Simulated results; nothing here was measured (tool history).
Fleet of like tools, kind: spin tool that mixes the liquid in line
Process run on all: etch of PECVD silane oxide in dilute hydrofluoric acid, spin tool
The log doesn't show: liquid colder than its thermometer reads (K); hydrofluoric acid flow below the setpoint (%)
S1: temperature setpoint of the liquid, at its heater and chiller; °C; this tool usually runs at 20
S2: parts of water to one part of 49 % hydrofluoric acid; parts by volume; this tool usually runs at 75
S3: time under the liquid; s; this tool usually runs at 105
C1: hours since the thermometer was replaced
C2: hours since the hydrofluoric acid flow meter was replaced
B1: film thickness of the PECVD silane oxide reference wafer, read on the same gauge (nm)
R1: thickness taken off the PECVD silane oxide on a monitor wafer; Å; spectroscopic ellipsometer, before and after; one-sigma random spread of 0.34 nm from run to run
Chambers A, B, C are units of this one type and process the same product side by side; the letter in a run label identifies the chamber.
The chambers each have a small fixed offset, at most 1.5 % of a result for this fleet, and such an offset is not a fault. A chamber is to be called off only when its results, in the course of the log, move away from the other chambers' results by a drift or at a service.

| run | day | S1 | S2 | S3 | C1 | C2 | B1 | R1 |
|---|---|---|---|---|---|---|---|---|
| 1C | 0.462 | 20 | 75 | 105 | 92.0 | 841.2 | 149.99 | 571.29 |
| 2A | 0.888 | 20 | 75 | 105 | 1940.5 | 473.2 | 150.01 | 565.45 |
| 3B | 1.342 | 20 | 75 | 105 | 1572.9 | 340.1 | 150.03 | 573.21 |
|  | 1.800 | chamber C: hydrofluoric acid flow meter replaced |
| 4B | 1.904 | 20 | 75 | 105 | 1586.4 | 353.6 | 149.99 | 577.40 |
| 5A | 2.479 | 20 | 75 | 105 | 1978.7 | 511.4 | 150.01 | 561.42 |
| 6C | 3.029 | 20 | 75 | 105 | 153.6 | 29.6 | 150.01 | 572.22 |
| 7C | 3.617 | 20 | 75 | 105 | 167.7 | 43.7 | 150.02 | 566.34 |
| 8A | 3.958 | 20 | 75 | 105 | 2014.2 | 546.9 | 150.01 | 562.93 |
| 9B | 4.458 | 20 | 75 | 105 | 1647.7 | 414.9 | 149.99 | 577.48 |
| 10A | 4.900 | 20 | 75 | 105 | 2036.8 | 569.5 | 149.99 | 563.42 |
| 11B | 5.529 | 20 | 75 | 105 | 1673.4 | 440.6 | 150.03 | 575.17 |
| 12C | 6.054 | 20 | 75 | 105 | 226.2 | 102.2 | 149.98 | 576.97 |
| 13C | 6.442 | 20 | 75 | 105 | 235.5 | 111.5 | 149.94 | 574.44 |
| 14A | 6.962 | 20 | 75 | 105 | 2086.3 | 619.0 | 150.01 | 567.32 |
| 15B | 7.254 | 20 | 75 | 105 | 1714.8 | 482.0 | 150.00 | 573.90 |
| 16B | 7.625 | 20 | 110 | 105 | 1723.7 | 490.9 | 149.99 | 375.94 |
| 17C | 8.212 | 20 | 110 | 105 | 278.0 | 154.0 | 150.03 | 370.22 |
| 18A | 8.558 | 20 | 110 | 105 | 2124.6 | 657.3 | 149.98 | 368.29 |
| 19B | 8.858 | 24 | 75 | 135 | 1753.3 | 520.5 | 150.01 | 882.16 |
| 20C | 9.425 | 24 | 75 | 135 | 307.1 | 183.1 | 150.00 | 858.98 |
| 21A | 9.942 | 24 | 75 | 135 | 2157.8 | 690.5 | 149.97 | 845.02 |
| 22A | 10.546 | 20 | 75 | 105 | 2172.3 | 705.0 | 149.96 | 567.88 |
| 23B | 11.004 | 20 | 75 | 105 | 1804.8 | 572.0 | 150.00 | 575.90 |
| 24C | 11.508 | 20 | 75 | 105 | 357.1 | 233.1 | 150.00 | 566.49 |
| 25B | 12.117 | 20 | 75 | 105 | 1831.5 | 598.7 | 149.99 | 572.65 |
| 26C | 12.412 | 20 | 75 | 105 | 378.8 | 254.8 | 149.99 | 574.94 |

Each of the 3 chambers runs these same settings next. Fill in every chamber's results:
| 27A | 12.892 | 20 | 75 | 155 |  |  |  | ? |
| 27B | 12.892 | 20 | 75 | 155 |  |  |  | ? |
| 27C | 12.892 | 20 | 75 | 155 |  |  |  | ? |

| run | R1 |
|---|---|
| 27A | 830.39 |
| 27B | 850.22 |
| 27C | 841.95 |
